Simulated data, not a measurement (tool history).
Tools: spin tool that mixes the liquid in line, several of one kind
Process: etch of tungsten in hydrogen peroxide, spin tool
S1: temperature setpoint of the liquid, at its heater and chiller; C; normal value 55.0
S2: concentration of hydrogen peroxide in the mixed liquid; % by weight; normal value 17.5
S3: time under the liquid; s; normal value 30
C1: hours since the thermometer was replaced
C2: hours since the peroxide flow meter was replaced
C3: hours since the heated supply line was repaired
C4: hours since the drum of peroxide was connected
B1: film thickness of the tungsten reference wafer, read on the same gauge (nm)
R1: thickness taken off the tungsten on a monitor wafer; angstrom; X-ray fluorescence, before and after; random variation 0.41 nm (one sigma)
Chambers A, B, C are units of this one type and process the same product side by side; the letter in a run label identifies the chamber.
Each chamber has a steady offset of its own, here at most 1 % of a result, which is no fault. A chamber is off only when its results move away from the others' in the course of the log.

{"run": "1C", "day": 0.192, "S1": 55.0, "S2": 17.5, "S3": 30, "C1": 213.1, "C2": 1949.2, "C3": 628.7, "C4": 429.2, "B1": 30.024, "R1": 646.79}
{"run": "2A", "day": 0.283, "S1": 55.0, "S2": 17.5, "S3": 30, "C1": 1685.2, "C2": 33.0, "C3": 700.6, "C4": 444.0, "B1": 30.001, "R1": 659.33}
{"run": "3B", "day": 0.45, "S1": 55.0, "S2": 17.5, "S3": 30, "C1": 760.2, "C2": 154.1, "C3": 910.8, "C4": 1157.5, "B1": 30.013, "R1": 645.54}
{"run": "4B", "day": 0.542, "S1": 55.0, "S2": 17.5, "S3": 30, "C1": 762.4, "C2": 156.3, "C3": 913.0, "C4": 1159.7, "B1": 29.981, "R1": 642.39}
{"run": "5C", "day": 0.742, "S1": 55.0, "S2": 17.5, "S3": 30, "C1": 226.3, "C2": 1962.4, "C3": 641.9, "C4": 442.4, "B1": 29.979, "R1": 640.72}
{"day": 0.758, "done": "chamber A: new drum of peroxide connected"}
{"run": "6A", "day": 0.933, "S1": 55.0, "S2": 17.5, "S3": 30, "C1": 1700.8, "C2": 48.6, "C3": 716.2, "C4": 4.3, "B1": 30.012, "R1": 659.21}
{"run": "7C", "day": 1.138, "S1": 55.0, "S2": 17.5, "S3": 30, "C1": 235.8, "C2": 1971.9, "C3": 651.4, "C4": 451.9, "B1": 30.004, "R1": 648.98}
{"run": "8B", "day": 1.292, "S1": 55.0, "S2": 17.5, "S3": 30, "C1": 780.4, "C2": 174.3, "C3": 931.0, "C4": 1177.7, "B1": 29.987, "R1": 654.7}
{"run": "9A", "day": 1.492, "S1": 55.0, "S2": 17.5, "S3": 30, "C1": 1714.2, "C2": 62.0, "C3": 729.6, "C4": 17.7, "B1": 30.0, "R1": 654.92}
{"run": "10B", "day": 1.692, "S1": 55.0, "S2": 17.5, "S3": 30, "C1": 790.0, "C2": 183.9, "C3": 940.6, "C4": 1187.3, "B1": 29.993, "R1": 652.85}
{"run": "11C", "day": 1.875, "S1": 51.5, "S2": 14.5, "S3": 30, "C1": 253.5, "C2": 1989.6, "C3": 669.1, "C4": 469.6, "B1": 30.022, "R1": 475.4}
{"run": "12A", "day": 2.046, "S1": 51.5, "S2": 14.5, "S3": 30, "C1": 1727.5, "C2": 75.3, "C3": 742.9, "C4": 31.0, "B1": 30.04, "R1": 483.56}
{"run": "13A", "day": 2.212, "S1": 51.5, "S2": 14.5, "S3": 30, "C1": 1731.5, "C2": 79.3, "C3": 746.9, "C4": 35.0, "B1": 30.016, "R1": 476.54}
{"run": "14B", "day": 2.375, "S1": 55.0, "S2": 17.5, "S3": 30, "C1": 806.4, "C2": 200.3, "C3": 957.0, "C4": 1203.7, "B1": 30.0, "R1": 653.66}
{"run": "15C", "day": 2.546, "S1": 55.0, "S2": 17.5, "S3": 30, "C1": 269.6, "C2": 2005.7, "C3": 685.2, "C4": 485.7, "B1": 29.995, "R1": 639.33}
{"run": "16B", "day": 2.692, "S1": 55.0, "S2": 17.5, "S3": 30, "C1": 814.0, "C2": 207.9, "C3": 964.6, "C4": 1211.3, "B1": 30.004, "R1": 648.96}
{"run": "17C", "day": 2.825, "S1": 55.0, "S2": 17.5, "S3": 30, "C1": 276.3, "C2": 2012.4, "C3": 691.9, "C4": 492.4, "B1": 30.005, "R1": 645.73}
{"run": "18A", "day": 2.942, "S1": 55.0, "S2": 17.5, "S3": 30, "C1": 1749.0, "C2": 96.8, "C3": 764.4, "C4": 52.5, "B1": 30.012, "R1": 641.28}
{"run": "19A", "day": 3.104, "S1": 50.5, "S2": 17.5, "S3": 30, "C1": 1752.9, "C2": 100.7, "C3": 768.3, "C4": 56.4, "B1": 29.998, "R1": 493.1}
{"run": "20C", "day": 3.296, "S1": 50.5, "S2": 17.5, "S3": 30, "C1": 287.6, "C2": 2023.7, "C3": 703.2, "C4": 503.7, "B1": 29.989, "R1": 495.92}
{"run": "21B", "day": 3.4, "S1": 50.5, "S2": 17.5, "S3": 30, "C1": 831.0, "C2": 224.9, "C3": 981.6, "C4": 1228.3, "B1": 30.005, "R1": 496.05}
{"run": "22A", "day": 3.588, "S1": 55.0, "S2": 17.5, "S3": 30, "C1": 1764.5, "C2": 112.3, "C3": 779.9, "C4": 68.0, "B1": 29.991, "R1": 639.32}
{"run": "23B", "day": 3.775, "S1": 55.0, "S2": 17.5, "S3": 30, "C1": 840.0, "C2": 233.9, "C3": 990.6, "C4": 1237.3, "B1": 30.0, "R1": 644.96}
{"run": "24C", "day": 3.904, "S1": 55.0, "S2": 17.5, "S3": 30, "C1": 302.2, "C2": 2038.3, "C3": 717.8, "C4": 518.3, "B1": 30.024, "R1": 648.37}
{"run": "25C", "day": 4.033, "S1": 55.0, "S2": 17.5, "S3": 30, "C1": 305.3, "C2": 2041.4, "C3": 720.9, "C4": 521.4, "B1": 29.972, "R1": 642.83}
{"day": 4.171, "done": "chamber C: new drum of peroxide connected"}
{"run": "26B", "day": 4.179, "S1": 55.0, "S2": 17.5, "S3": 30, "C1": 849.7, "C2": 243.6, "C3": 1000.3, "C4": 1247.0, "B1": 29.991, "R1": 649.98}
{"run": "27A", "day": 4.392, "S1": 55.0, "S2": 17.5, "S3": 30, "C1": 1783.8, "C2": 131.6, "C3": 799.2, "C4": 87.3, "B1": 29.967, "R1": 633.63}
{"day": 4.479, "done": "chamber B: heated supply line repaired"}
{"run": "28B", "day": 4.525, "S1": 55.0, "S2": 17.5, "S3": 30, "C1": 858.0, "C2": 251.9, "C3": 1.1, "C4": 1255.3, "B1": 29.989, "R1": 646.33}
{"run": "29A", "day": 4.696, "S1": 46.0, "S2": 17.5, "S3": 30, "C1": 1791.1, "C2": 138.9, "C3": 806.5, "C4": 94.6, "B1": 29.983, "R1": 365.48}
{"run": "30C", "day": 4.871, "S1": 46.0, "S2": 17.5, "S3": 30, "C1": 325.4, "C2": 2061.5, "C3": 741.0, "C4": 16.8, "B1": 30.001, "R1": 374.28}

Has any chamber moved away from the others, gradually or after a service, or does the common gauge drift, or do the chambers differ only by their own small steady offsets? State the chamber and the most likely cause if one applies.

It is chamber A that slowly wanders off from its peers.
What lies behind it: temperature lost on the way to the wafer (K) = 0.686.
It could be hard to tell apart here from: liquid colder than its thermometer reads (K); peroxide flow below the setpoint (%); peroxide weaker than its label (%).

Here are 4 candidates for chamber A's next run, each the usual settings with a change, their results left as question marks. Which one brings its results back in line with what the others give on the usual settings?
In line means no further than this from the other chambers' mean on the usual settings: R1 14.00 angstrom
{"run": "31A-1", "day": 5.021, "S1": 56.0, "S2": 17.5, "S3": 30, "R1": "?"}
{"run": "31A-2", "day": 5.021, "S1": 55.0, "S2": 15.5, "S3": 30, "R1": "?"}
{"run": "31A-3", "day": 5.021, "S1": 55.0, "S2": 18.5, "S3": 30, "R1": "?"}
{"run": "31A-4", "day": 5.021, "S1": 54.5, "S2": 17.5, "S3": 30, "R1": "?"}

Other chambers, usual settings, mean: R1 647.63 angstrom
run=31A-1 R1=668.14
run=31A-2 R1=592.85
run=31A-3 R1=647.81
run=31A-4 R1=611.88
31A-3 brings the chamber back in line.
